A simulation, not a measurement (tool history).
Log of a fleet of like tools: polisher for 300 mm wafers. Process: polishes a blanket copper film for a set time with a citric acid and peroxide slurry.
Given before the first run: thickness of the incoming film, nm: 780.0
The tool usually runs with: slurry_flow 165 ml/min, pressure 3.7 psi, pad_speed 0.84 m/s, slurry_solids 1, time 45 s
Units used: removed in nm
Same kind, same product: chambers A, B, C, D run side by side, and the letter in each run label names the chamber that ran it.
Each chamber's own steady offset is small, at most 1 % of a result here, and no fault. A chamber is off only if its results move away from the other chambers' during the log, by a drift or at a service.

run   hour  slurry_flow  pressure  pad_speed  slurry_solids  time  removed
       2.5  -- chamber D: worn pad replaced by a new one
       3.4  -- chamber B: worn pad replaced by a new one
 1D    5.5          165       3.7       0.84              1    45  112.970
 2B   10.7          165       3.7       0.84              1    45  112.710
      11.2  -- chamber A: slurry nozzle cleaned
      16.5  -- chamber C: worn pad replaced by a new one
 3C   17.9          165       3.7       0.84              1    45  112.630
      18.3  -- chamber D: slurry nozzle cleaned
 4A   25.7          165       3.7       0.84              1    45  113.560
      30.7  -- chamber A: worn pad replaced by a new one
 5C   32.5          165       3.7       0.84              1    45  112.750
 6B   39.7          165       3.7       0.84              1    45  112.360
 7A   48.6          165       3.7       0.84              1    45  112.270
 8D   57.1          165       3.7       0.84              1    45  112.440
      64.9  -- chamber D: slurry blender recalibrated
 9D   65.8          165       3.7       0.84              1    45  111.540
10C   70.7          165       2.5       0.84              1    45   76.733
11A   75.8          165       2.5       0.84              1    45   77.538
12B   80.8          165       2.5       0.84              1    45   75.650
13B   88.6          165       2.5       0.84              1    45   75.980
14D   93.4          165       3.7       0.84              1    45  111.410
      96.8  -- chamber D: worn pad replaced by a new one
15C   98.4          165       3.7       1.06              1    45  140.700
16A  104.5          165       3.7       1.06              1    45  141.680
     108.9  -- chamber B: head pressure recalibrated
     110.1  -- chamber B: worn pad replaced by a new one
17C  110.7          165       3.7       1.06              1    45  140.950
18D  116.3          165       3.7       1.06              1    45  141.470
19A  125.3          165       3.7       0.84              1    45  112.590
20B  129.9          165       3.7       0.84              1    45  109.430
21D  135.4          165       3.7       0.68              1    51  103.580
     138.3  -- chamber C: worn pad replaced by a new one
22A  142.7          165       3.7       0.68              1    51  104.190
23C  149.2          165       3.7       0.68              1    51  104.650
24B  153.4          165       3.7       0.68              1    51   99.724
25B  158.3          165       3.7       0.84              1    45  107.800
26C  167.8          165       3.7       0.84              1    45  113.940
     169.3  -- chamber A: worn pad replaced by a new one
     170.2  -- chamber D: slurry blender recalibrated
27D  176.9          165       3.7       0.84              1    45  111.230
28A  181.6          165       3.7       0.84              1    45  112.740

Does one chamber stand apart from the rest, does the shared gauge drift, or is all well apart from small per-chamber offsets? Give the chamber and the most likely cause, where there is one.

A service on chamber B put it out of line with the rest.
Most likely cause: head's pressure below its setpoint, % = 3.56.

Below are 4 candidate recipes for chamber B's next run, each the usual settings with a change, their results shown as question marks. Which of them brings B's results back in line with what the other chambers give on the usual settings?
Allowed miss from the other chambers' usual-settings mean, per result, to count as in line: removed 2.500 nm
29B-1  188.6          165       4.0       0.84              1    45        ?
29B-2  188.6          165       3.7       0.82              1    44        ?
29B-3  188.6          165       3.4       0.84              1    45        ?
29B-4  188.6          165       3.7       0.88              1    45        ?

Mean of the other chambers on the usual settings: removed 112.820 nm
  run  removed
29B-1  117.090
29B-2  103.550
29B-3   99.774
29B-4  113.500
The answer is 29B-4, which returns the chamber to within the allowed miss of the others.

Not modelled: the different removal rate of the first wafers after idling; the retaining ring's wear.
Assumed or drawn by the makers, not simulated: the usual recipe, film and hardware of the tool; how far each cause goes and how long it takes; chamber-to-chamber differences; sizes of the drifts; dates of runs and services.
